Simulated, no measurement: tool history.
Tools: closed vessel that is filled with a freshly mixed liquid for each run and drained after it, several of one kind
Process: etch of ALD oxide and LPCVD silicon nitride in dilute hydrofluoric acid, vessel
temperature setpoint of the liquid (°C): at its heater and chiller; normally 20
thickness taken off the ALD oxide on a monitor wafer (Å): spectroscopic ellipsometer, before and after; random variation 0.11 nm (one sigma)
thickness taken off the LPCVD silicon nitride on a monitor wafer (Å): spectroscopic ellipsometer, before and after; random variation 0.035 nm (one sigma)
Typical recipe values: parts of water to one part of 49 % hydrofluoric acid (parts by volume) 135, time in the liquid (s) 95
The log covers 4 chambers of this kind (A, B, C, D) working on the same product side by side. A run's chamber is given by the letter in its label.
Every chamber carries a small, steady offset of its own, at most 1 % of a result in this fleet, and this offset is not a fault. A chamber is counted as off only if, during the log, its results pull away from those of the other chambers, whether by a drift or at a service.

| run | hour | temperature setpoint of the liquid (°C) | parts of water to one part of 49 % hydrofluoric acid (parts by volume) | time in the liquid (s) | hours since the thermometer was replaced | hours since the hydrofluoric acid flow meter was replaced | read-back film thickness of the ALD oxide reference wafer, read on the same gauge (nm) | read-back film thickness of the LPCVD silicon nitride reference wafer, read on the same gauge (nm) | thickness taken off the ALD oxide on a monitor wafer (Å) | thickness taken off the LPCVD silicon nitride on a monitor wafer (Å) |
|---|---|---|---|---|---|---|---|---|---|---|
| 1A | 13.3 | 20 | 135 | 95 | 807.8 | 1070.4 | 140 | 39.985 | 119.71 | 2.6547 |
| 2D | 23.8 | 20 | 135 | 95 | 1532.6 | 845.8 | 140.01 | 40.006 | 120.01 | 2.018 |
| 3B | 38.6 | 20 | 135 | 95 | 489.6 | 538.2 | 139.98 | 39.99 | 118.73 | 2.8176 |
| 4C | 52.7 | 20 | 135 | 95 | 266.8 | 481.1 | 140 | 39.989 | 118.13 | 3.0977 |
| 5B | 65.8 | 20 | 135 | 95 | 516.8 | 565.4 | 139.98 | 40.017 | 119.4 | 2.7645 |
| 6A | 74 | 24.5 | 180 | 95 | 868.5 | 1131.1 | 140.02 | 39.986 | 102.24 | 2.5609 |
| 7D | 89.4 | 24.5 | 180 | 95 | 1598.2 | 911.4 | 139.99 | 40.026 | 101.7 | 2.8684 |
| 8C | 98.9 | 24.5 | 180 | 95 | 313 | 527.3 | 140.02 | 39.969 | 103.66 | 2.6825 |
| 9A | 110.7 | 24.5 | 180 | 95 | 905.2 | 1167.8 | 140.01 | 40.043 | 102.55 | 3.0071 |
| 10C | 118.8 | 20 | 135 | 95 | 332.9 | 547.2 | 140.03 | 39.983 | 120.44 | 3.2557 |
| 11D | 130.7 | 20 | 135 | 95 | 1639.5 | 952.7 | 140.01 | 39.996 | 118.64 | 2.1617 |
| 12B | 141.3 | 24 | 135 | 95 | 592.3 | 640.9 | 140.03 | 40.002 | 139.92 | 3.4917 |
| 13B | 152.2 | 24 | 135 | 95 | 603.2 | 651.8 | 139.99 | 39.974 | 139.31 | 3.702 |
| 14D | 164.9 | 24 | 135 | 95 | 1673.7 | 986.9 | 139.98 | 39.978 | 139.58 | 2.9086 |
| 15A | 179.1 | 24 | 135 | 95 | 973.6 | 1236.2 | 139.99 | 39.988 | 141.24 | 2.3899 |
| 16C | 188.2 | 20 | 135 | 95 | 402.3 | 616.6 | 140.01 | 40.036 | 126.51 | 3.1799 |
| 17D | 200.4 | 20 | 135 | 95 | 1709.2 | 1022.4 | 140.01 | 40.013 | 120.04 | 2.4149 |
| 18A | 210.3 | 20 | 135 | 95 | 1004.8 | 1267.4 | 140 | 39.994 | 119.82 | 2.2075 |
| 19B | 217.8 | 20 | 65 | 130 | 668.8 | 717.4 | 139.99 | 39.982 | 365.25 | 7.5133 |
| 20C | 226.9 | 20 | 65 | 130 | 441 | 655.3 | 140 | 39.994 | 393.61 | 8.84 |
| 21B | 238.8 | 20 | 65 | 130 | 689.8 | 738.4 | 140 | 39.975 | 353.2 | 8.1769 |
| 22A | 248.8 | 20 | 65 | 130 | 1043.3 | 1305.9 | 140.01 | 39.997 | 367.42 | 7.8074 |
| 23C | 262.8 | 20 | 135 | 95 | 476.9 | 691.2 | 140.03 | 39.977 | 130.69 | 2.4401 |
| 24D | 277.1 | 20 | 135 | 95 | 1785.9 | 1099.1 | 139.98 | 40.009 | 120.6 | 2.7821 |

Decide between three cases: one chamber stands off from its peers, the gauge reading all wafers drifts, or nothing is wrong past each chamber's small offset. Where a chamber is off, say which and what most likely put it there.

Little by little, chamber C moves away from the other chambers.
Most likely cause: hydrofluoric acid flow above the setpoint (%) = 8.56.

Here are 4 candidates for chamber C's next run, each the usual settings with a change, their results left as question marks. Which one brings its results back in line with what the others give on the usual settings?
In-line tolerance around the mean of the other chambers on the usual settings: thickness taken off the ALD oxide on a monitor wafer (Å) 3.8; thickness taken off the LPCVD silicon nitride on a monitor wafer (Å) 1.2
| 25C-1 | 288.3 | 20 | 130 | 100 |  |  |  |  | ? | ? |
| 25C-2 | 288.3 | 20.5 | 125 | 100 |  |  |  |  | ? | ? |
| 25C-3 | 288.3 | 20 | 140 | 90 |  |  |  |  | ? | ? |
| 25C-4 | 288.3 | 19.5 | 145 | 90 |  |  |  |  | ? | ? |

Other chambers, usual settings, mean: thickness taken off the ALD oxide on a monitor wafer (Å) 119.63; thickness taken off the LPCVD silicon nitride on a monitor wafer (Å) 2.5663
| run | thickness taken off the ALD oxide on a monitor wafer (Å) | thickness taken off the LPCVD silicon nitride on a monitor wafer (Å) |
|---|---|---|
| 25C-1 | 143.37 | 2.923 |
| 25C-2 | 152.98 | 3.1423 |
| 25C-3 | 118.57 | 2.4461 |
| 25C-4 | 111.63 | 2.2852 |
25C-3 brings the chamber back in line.
